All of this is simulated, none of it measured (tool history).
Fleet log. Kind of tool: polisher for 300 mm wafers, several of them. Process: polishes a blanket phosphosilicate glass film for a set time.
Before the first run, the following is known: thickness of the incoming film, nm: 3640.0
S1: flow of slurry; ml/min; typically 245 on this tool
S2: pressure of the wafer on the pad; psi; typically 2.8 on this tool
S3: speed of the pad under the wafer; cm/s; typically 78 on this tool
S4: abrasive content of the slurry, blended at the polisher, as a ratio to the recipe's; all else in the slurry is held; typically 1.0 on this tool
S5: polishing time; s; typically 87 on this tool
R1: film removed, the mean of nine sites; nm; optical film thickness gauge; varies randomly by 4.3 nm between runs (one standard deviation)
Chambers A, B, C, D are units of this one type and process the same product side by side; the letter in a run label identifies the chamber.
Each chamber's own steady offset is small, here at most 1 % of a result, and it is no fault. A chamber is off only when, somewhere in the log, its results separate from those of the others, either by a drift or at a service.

-- hour=3.9 chamber A: worn pad replaced by a new one
run 1C hour=8.9 | S1=245 S2=2.8 S3=78 S4=1.0 S5=87 | R1=572.16
-- hour=17.8 chamber B: worn pad replaced by a new one
run 2B hour=19.1 | S1=245 S2=2.8 S3=78 S4=1.0 S5=87 | R1=577.98
-- hour=23.0 chamber D: slurry blender recalibrated
run 3A hour=29.4 | S1=245 S2=2.8 S3=78 S4=1.0 S5=87 | R1=569.59
run 4D hour=35.7 | S1=245 S2=2.8 S3=78 S4=1.0 S5=87 | R1=572.17
-- hour=39.9 chamber A: slurry blender recalibrated
run 5C hour=45.8 | S1=245 S2=2.8 S3=78 S4=1.0 S5=87 | R1=576.30
run 6B hour=52.1 | S1=245 S2=2.8 S3=78 S4=1.0 S5=87 | R1=579.48
run 7A hour=60.3 | S1=245 S2=2.8 S3=78 S4=1.0 S5=87 | R1=575.51
-- hour=64.5 chamber C: worn pad replaced by a new one
run 8D hour=66.2 | S1=195 S2=2.8 S3=78 S4=1.0 S5=60 | R1=380.98
-- hour=73.7 chamber B: conditioning disc replaced and pad reconditioned
run 9B hour=75.6 | S1=195 S2=2.8 S3=78 S4=1.0 S5=60 | R1=389.05
-- hour=76.0 chamber D: worn pad replaced by a new one
-- hour=82.1 chamber A: conditioning disc replaced and pad reconditioned
run 10D hour=82.3 | S1=195 S2=2.8 S3=78 S4=1.0 S5=60 | R1=385.58
-- hour=91.1 chamber D: slurry nozzle cleaned
run 11A hour=93.7 | S1=195 S2=2.8 S3=78 S4=1.0 S5=60 | R1=379.75
run 12C hour=105.2 | S1=245 S2=2.8 S3=78 S4=1.0 S5=87 | R1=574.46
-- hour=106.4 chamber B: worn pad replaced by a new one
run 13A hour=115.2 | S1=245 S2=3.4 S3=78 S4=1.0 S5=87 | R1=686.91
-- hour=119.3 chamber A: slurry nozzle cleaned
run 14C hour=125.1 | S1=245 S2=3.4 S3=78 S4=1.0 S5=87 | R1=696.52
run 15D hour=132.0 | S1=245 S2=3.4 S3=78 S4=1.0 S5=87 | R1=688.49
-- hour=133.0 chamber B: slurry blender recalibrated
-- hour=139.5 chamber C: slurry blender recalibrated
run 16B hour=142.8 | S1=245 S2=3.4 S3=78 S4=1.0 S5=87 | R1=701.40
-- hour=143.0 chamber C: worn pad replaced by a new one
run 17A hour=149.4 | S1=245 S2=2.2 S3=96 S4=1.0 S5=87 | R1=530.29
run 18D hour=156.7 | S1=245 S2=2.2 S3=96 S4=1.0 S5=87 | R1=532.94
-- hour=160.4 chamber A: worn pad replaced by a new one
-- hour=166.4 chamber D: conditioning disc replaced and pad reconditioned
run 19C hour=166.7 | S1=245 S2=2.2 S3=96 S4=1.0 S5=87 | R1=534.74
-- hour=171.1 chamber C: head pressure recalibrated
run 20B hour=178.1 | S1=245 S2=2.2 S3=96 S4=1.0 S5=87 | R1=540.04
-- hour=183.7 chamber C: slurry nozzle cleaned
-- hour=185.2 chamber D: worn pad replaced by a new one
-- hour=186.4 chamber B: worn pad replaced by a new one
run 21D hour=187.6 | S1=245 S2=2.8 S3=78 S4=1.0 S5=87 | R1=570.44
run 22C hour=197.6 | S1=245 S2=2.8 S3=78 S4=1.0 S5=87 | R1=571.52
run 23A hour=204.0 | S1=245 S2=2.8 S3=78 S4=1.0 S5=87 | R1=571.79
run 24B hour=214.0 | S1=245 S2=2.8 S3=78 S4=1.0 S5=87 | R1=583.18
-- hour=217.9 chamber A: conditioning disc replaced and pad reconditioned
run 25C hour=225.0 | S1=245 S2=2.8 S3=78 S4=1.0 S5=87 | R1=572.76
run 26B hour=232.3 | S1=245 S2=2.8 S3=78 S4=1.0 S5=87 | R1=582.05
-- hour=233.8 chamber C: worn pad replaced by a new one
run 27A hour=242.4 | S1=245 S2=2.8 S3=78 S4=1.0 S5=87 | R1=572.13
run 28D hour=253.9 | S1=245 S2=2.8 S3=78 S4=1.0 S5=87 | R1=566.75
-- hour=260.2 chamber B: worn pad replaced by a new one
-- hour=261.6 chamber C: conditioning disc replaced and pad reconditioned
run 29A hour=262.0 | S1=245 S2=2.8 S3=78 S4=1.0 S5=87 | R1=572.58
run 30D hour=268.0 | S1=245 S2=2.8 S3=78 S4=1.0 S5=87 | R1=569.21
run 31C hour=273.9 | S1=245 S2=2.8 S3=78 S4=1.0 S5=87 | R1=575.51
run 32B hour=281.5 | S1=245 S2=2.8 S3=78 S4=1.0 S5=87 | R1=572.81
-- hour=283.4 chamber C: slurry blender recalibrated
run 33D hour=291.1 | S1=245 S2=2.8 S3=78 S4=1.0 S5=87 | R1=579.05
-- hour=295.9 chamber B: slurry blender recalibrated
-- hour=296.5 chamber D: worn pad replaced by a new one
-- hour=297.0 chamber B: slurry nozzle cleaned
run 34B hour=297.9 | S1=245 S2=2.8 S3=78 S4=1.0 S5=87 | R1=570.39
run 35C hour=304.2 | S1=245 S2=2.8 S3=78 S4=1.0 S5=87 | R1=577.41
-- hour=308.1 chamber B: conditioning disc replaced and pad reconditioned
-- hour=312.6 chamber C: worn pad replaced by a new one
run 36A hour=313.8 | S1=245 S2=2.8 S3=78 S4=1.0 S5=87 | R1=566.01
-- hour=320.9 chamber A: worn pad replaced by a new one
run 37D hour=321.9 | S1=190 S2=2.8 S3=78 S4=0.9 S5=87 | R1=521.89
run 38C hour=333.3 | S1=190 S2=2.8 S3=78 S4=0.9 S5=87 | R1=541.62
-- hour=336.7 chamber B: worn pad replaced by a new one
run 39A hour=342.2 | S1=190 S2=2.8 S3=78 S4=0.9 S5=87 | R1=527.20
run 40B hour=350.0 | S1=190 S2=2.8 S3=78 S4=0.9 S5=87 | R1=533.68
run 41B hour=356.8 | S1=245 S2=2.8 S3=78 S4=1.0 S5=87 | R1=580.49

All 4 chambers run these settings next. Forecast each chamber's results:
run 42A hour=365.1 | S1=245 S2=2.8 S3=78 S4=1.0 S5=87 | R1=?
run 42B hour=365.1 | S1=245 S2=2.8 S3=78 S4=1.0 S5=87 | R1=?
run 42C hour=365.1 | S1=245 S2=2.8 S3=78 S4=1.0 S5=87 | R1=?
run 42D hour=365.1 | S1=245 S2=2.8 S3=78 S4=1.0 S5=87 | R1=?

run=42A R1=562.42
run=42B R1=579.63
run=42C R1=573.84
run=42D R1=567.87

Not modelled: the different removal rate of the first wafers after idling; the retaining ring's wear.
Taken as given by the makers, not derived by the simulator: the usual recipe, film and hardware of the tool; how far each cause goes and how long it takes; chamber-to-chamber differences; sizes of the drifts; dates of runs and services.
